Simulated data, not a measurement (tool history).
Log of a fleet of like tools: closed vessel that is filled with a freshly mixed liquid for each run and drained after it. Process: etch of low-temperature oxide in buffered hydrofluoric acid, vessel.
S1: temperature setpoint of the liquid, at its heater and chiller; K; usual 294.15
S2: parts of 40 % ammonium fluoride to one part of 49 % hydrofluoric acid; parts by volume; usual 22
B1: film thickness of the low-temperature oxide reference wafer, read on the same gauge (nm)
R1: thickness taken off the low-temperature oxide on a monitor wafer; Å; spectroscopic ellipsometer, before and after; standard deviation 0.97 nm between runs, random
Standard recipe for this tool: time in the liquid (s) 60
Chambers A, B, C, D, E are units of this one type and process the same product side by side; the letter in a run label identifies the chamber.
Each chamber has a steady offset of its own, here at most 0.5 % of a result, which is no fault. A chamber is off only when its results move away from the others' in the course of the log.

run 1B day=0.262 | S1=294.15 S2=22 time_in_the_liquid_(s)=60 | B1=80.007 | R1=1236.20
run 2A day=0.425 | S1=294.15 S2=22 time_in_the_liquid_(s)=60 | B1=80.013 | R1=1235.50
run 3E day=0.612 | S1=294.15 S2=22 time_in_the_liquid_(s)=60 | B1=80.015 | R1=1232.70
run 4D day=0.775 | S1=294.15 S2=22 time_in_the_liquid_(s)=60 | B1=80.004 | R1=1216.40
run 5C day=1.058 | S1=294.15 S2=22 time_in_the_liquid_(s)=60 | B1=79.994 | R1=1239.70
run 6D day=1.383 | S1=294.15 S2=22 time_in_the_liquid_(s)=60 | B1=80.006 | R1=1218.40
run 7E day=1.662 | S1=291.15 S2=22 time_in_the_liquid_(s)=30 | B1=79.967 | R1=517.91
run 8A day=1.888 | S1=291.15 S2=22 time_in_the_liquid_(s)=30 | B1=80.029 | R1=525.72
run 9B day=2.229 | S1=291.15 S2=22 time_in_the_liquid_(s)=30 | B1=80.042 | R1=521.03
run 10C day=2.542 | S1=291.15 S2=22 time_in_the_liquid_(s)=30 | B1=79.981 | R1=522.09
run 11B day=2.854 | S1=291.15 S2=22 time_in_the_liquid_(s)=30 | B1=79.996 | R1=523.46
run 12C day=3.071 | S1=294.15 S2=22 time_in_the_liquid_(s)=60 | B1=79.976 | R1=1245.00
run 13A day=3.233 | S1=294.15 S2=22 time_in_the_liquid_(s)=60 | B1=80.030 | R1=1233.00
run 14E day=3.529 | S1=294.15 S2=22 time_in_the_liquid_(s)=60 | B1=79.998 | R1=1226.30
run 15D day=3.862 | S1=294.15 S2=22 time_in_the_liquid_(s)=60 | B1=79.995 | R1=1242.00
run 16E day=4.117 | S1=294.15 S2=22 time_in_the_liquid_(s)=60 | B1=79.987 | R1=1236.60
run 17B day=4.300 | S1=294.15 S2=22 time_in_the_liquid_(s)=60 | B1=80.019 | R1=1231.50
run 18A day=4.583 | S1=294.15 S2=22 time_in_the_liquid_(s)=60 | B1=80.009 | R1=1190.40
run 19D day=4.908 | S1=294.15 S2=22 time_in_the_liquid_(s)=60 | B1=79.997 | R1=1239.40
run 20C day=5.108 | S1=294.15 S2=22 time_in_the_liquid_(s)=60 | B1=79.951 | R1=1222.70
run 21C day=5.346 | S1=294.15 S2=22 time_in_the_liquid_(s)=60 | B1=80.015 | R1=1237.20
run 22E day=5.575 | S1=291.15 S2=22 time_in_the_liquid_(s)=75 | B1=79.997 | R1=1302.90
run 23D day=5.742 | S1=291.15 S2=22 time_in_the_liquid_(s)=75 | B1=80.012 | R1=1289.40
run 24B day=6.079 | S1=291.15 S2=22 time_in_the_liquid_(s)=75 | B1=80.017 | R1=1290.50
run 25A day=6.258 | S1=291.15 S2=22 time_in_the_liquid_(s)=75 | B1=79.988 | R1=1231.50
run 26A day=6.483 | S1=291.15 S2=22 time_in_the_liquid_(s)=75 | B1=79.975 | R1=1207.40
run 27E day=6.771 | S1=294.15 S2=22 time_in_the_liquid_(s)=60 | B1=80.023 | R1=1245.80
run 28C day=6.950 | S1=294.15 S2=22 time_in_the_liquid_(s)=60 | B1=80.005 | R1=1233.00
run 29D day=7.262 | S1=294.15 S2=22 time_in_the_liquid_(s)=40 | B1=80.004 | R1=816.00
run 30B day=7.554 | S1=294.15 S2=22 time_in_the_liquid_(s)=40 | B1=80.019 | R1=821.38
run 31A day=7.850 | S1=294.15 S2=22 time_in_the_liquid_(s)=40 | B1=80.024 | R1=740.87

Next, all 5 chambers run the settings below, one line each with question marks for the results. What does each chamber give?
run 32A day=8.096 | S1=294.15 S2=22 time_in_the_liquid_(s)=30 | R1=?
run 32B day=8.096 | S1=294.15 S2=22 time_in_the_liquid_(s)=30 | R1=?
run 32C day=8.096 | S1=294.15 S2=22 time_in_the_liquid_(s)=30 | R1=?
run 32D day=8.096 | S1=294.15 S2=22 time_in_the_liquid_(s)=30 | R1=?
run 32E day=8.096 | S1=294.15 S2=22 time_in_the_liquid_(s)=30 | R1=?

run=32A R1=556.50
run=32B R1=623.62
run=32C R1=620.68
run=32D R1=618.80
run=32E R1=615.59
